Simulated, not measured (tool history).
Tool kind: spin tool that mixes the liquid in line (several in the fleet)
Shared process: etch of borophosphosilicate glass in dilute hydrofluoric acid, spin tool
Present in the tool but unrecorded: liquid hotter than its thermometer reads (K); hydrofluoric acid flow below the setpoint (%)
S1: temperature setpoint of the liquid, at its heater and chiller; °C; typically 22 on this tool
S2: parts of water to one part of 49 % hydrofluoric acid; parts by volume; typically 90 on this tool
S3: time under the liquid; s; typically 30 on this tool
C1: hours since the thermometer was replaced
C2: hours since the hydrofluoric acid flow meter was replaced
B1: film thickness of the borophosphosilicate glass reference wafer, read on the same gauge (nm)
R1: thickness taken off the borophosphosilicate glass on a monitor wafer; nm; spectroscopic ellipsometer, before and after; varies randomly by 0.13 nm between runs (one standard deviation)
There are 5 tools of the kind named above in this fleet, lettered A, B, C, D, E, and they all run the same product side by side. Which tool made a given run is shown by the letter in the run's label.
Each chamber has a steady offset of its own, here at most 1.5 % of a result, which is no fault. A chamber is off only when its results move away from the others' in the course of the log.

| run | hour | S1 | S2 | S3 | C1 | C2 | B1 | R1 |
|---|---|---|---|---|---|---|---|---|
| 1C | 2.7 | 22 | 90 | 30 | 1241.9 | 296.5 | 49.993 | 14.137 |
| 2D | 5.6 | 22 | 90 | 30 | 1203.1 | 1016.9 | 49.999 | 14.687 |
| 3E | 10.4 | 22 | 90 | 30 | 510 | 746.1 | 50.005 | 14.078 |
| 4A | 13.4 | 22 | 90 | 30 | 1341.3 | 890.9 | 50.035 | 14.079 |
| 5B | 16.4 | 22 | 90 | 30 | 424.8 | 902.1 | 50.012 | 13.847 |
| 6B | 19.1 | 22 | 90 | 30 | 427.5 | 904.8 | 50.009 | 13.846 |
| 7C | 23.5 | 26 | 90 | 30 | 1262.7 | 317.3 | 49.981 | 16.169 |
| 8E | 26.1 | 26 | 90 | 30 | 525.7 | 761.8 | 50.014 | 16.433 |
| 9D | 30.2 | 26 | 90 | 30 | 1227.7 | 1041.5 | 50.013 | 16.758 |
| 10A | 35.2 | 26 | 90 | 30 | 1363.1 | 912.7 | 50.039 | 16.517 |
| 11D | 39.9 | 26 | 90 | 30 | 1237.4 | 1051.2 | 50.001 | 16.826 |
| 12A | 42.6 | 22 | 90 | 30 | 1370.5 | 920.1 | 50.026 | 14.25 |
|  | 47.5 | chamber E: hydrofluoric acid flow meter replaced |
| 13C | 48.2 | 22 | 90 | 30 | 1287.4 | 342 | 49.983 | 14.152 |
| 14E | 52.1 | 22 | 90 | 30 | 551.7 | 4.7 | 49.992 | 14.262 |
| 15B | 56.5 | 22 | 90 | 30 | 464.9 | 942.2 | 50.027 | 14.101 |
| 16C | 60 | 22 | 90 | 30 | 1299.2 | 353.8 | 50.027 | 14.19 |
| 17D | 63.1 | 22 | 90 | 30 | 1260.6 | 1074.4 | 50.011 | 14.5 |
| 18B | 66.9 | 22 | 90 | 30 | 475.3 | 952.6 | 49.995 | 13.965 |
| 19E | 69.8 | 22 | 90 | 30 | 569.4 | 22.4 | 49.951 | 14.18 |
| 20A | 74.5 | 22 | 90 | 30 | 1402.4 | 952 | 49.97 | 14.095 |
| 21A | 77.8 | 22 | 90 | 30 | 1405.7 | 955.3 | 50.002 | 13.956 |
| 22D | 81.2 | 22 | 90 | 30 | 1278.7 | 1092.5 | 49.97 | 14.336 |
| 23B | 84.3 | 22 | 50 | 30 | 492.7 | 970 | 50.019 | 26.947 |
| 24E | 89.1 | 22 | 50 | 30 | 588.7 | 41.7 | 50.002 | 26.604 |
| 25C | 93 | 22 | 50 | 30 | 1332.2 | 386.8 | 49.982 | 26.012 |
| 26D | 96.2 | 22 | 50 | 30 | 1293.7 | 1107.5 | 49.987 | 26.652 |
| 27E | 100.5 | 22 | 50 | 30 | 600.1 | 53.1 | 50.029 | 26.48 |
| 28C | 104.2 | 22 | 90 | 30 | 1343.4 | 398 | 49.983 | 14.11 |
| 29B | 107.6 | 22 | 90 | 30 | 516 | 993.3 | 49.964 | 14.211 |
| 30A | 111.9 | 22 | 90 | 30 | 1439.8 | 989.4 | 50.014 | 14.046 |

Predict what each chamber gives when all 5 of them run the settings below next.
| 31A | 115.9 | 22 | 90 | 20 |  |  |  | ? |
| 31B | 115.9 | 22 | 90 | 20 |  |  |  | ? |
| 31C | 115.9 | 22 | 90 | 20 |  |  |  | ? |
| 31D | 115.9 | 22 | 90 | 20 |  |  |  | ? |
| 31E | 115.9 | 22 | 90 | 20 |  |  |  | ? |

| run | R1 |
|---|---|
| 31A | 9.394 |
| 31B | 9.4057 |
| 31C | 9.37 |
| 31D | 9.5474 |
| 31E | 9.2977 |
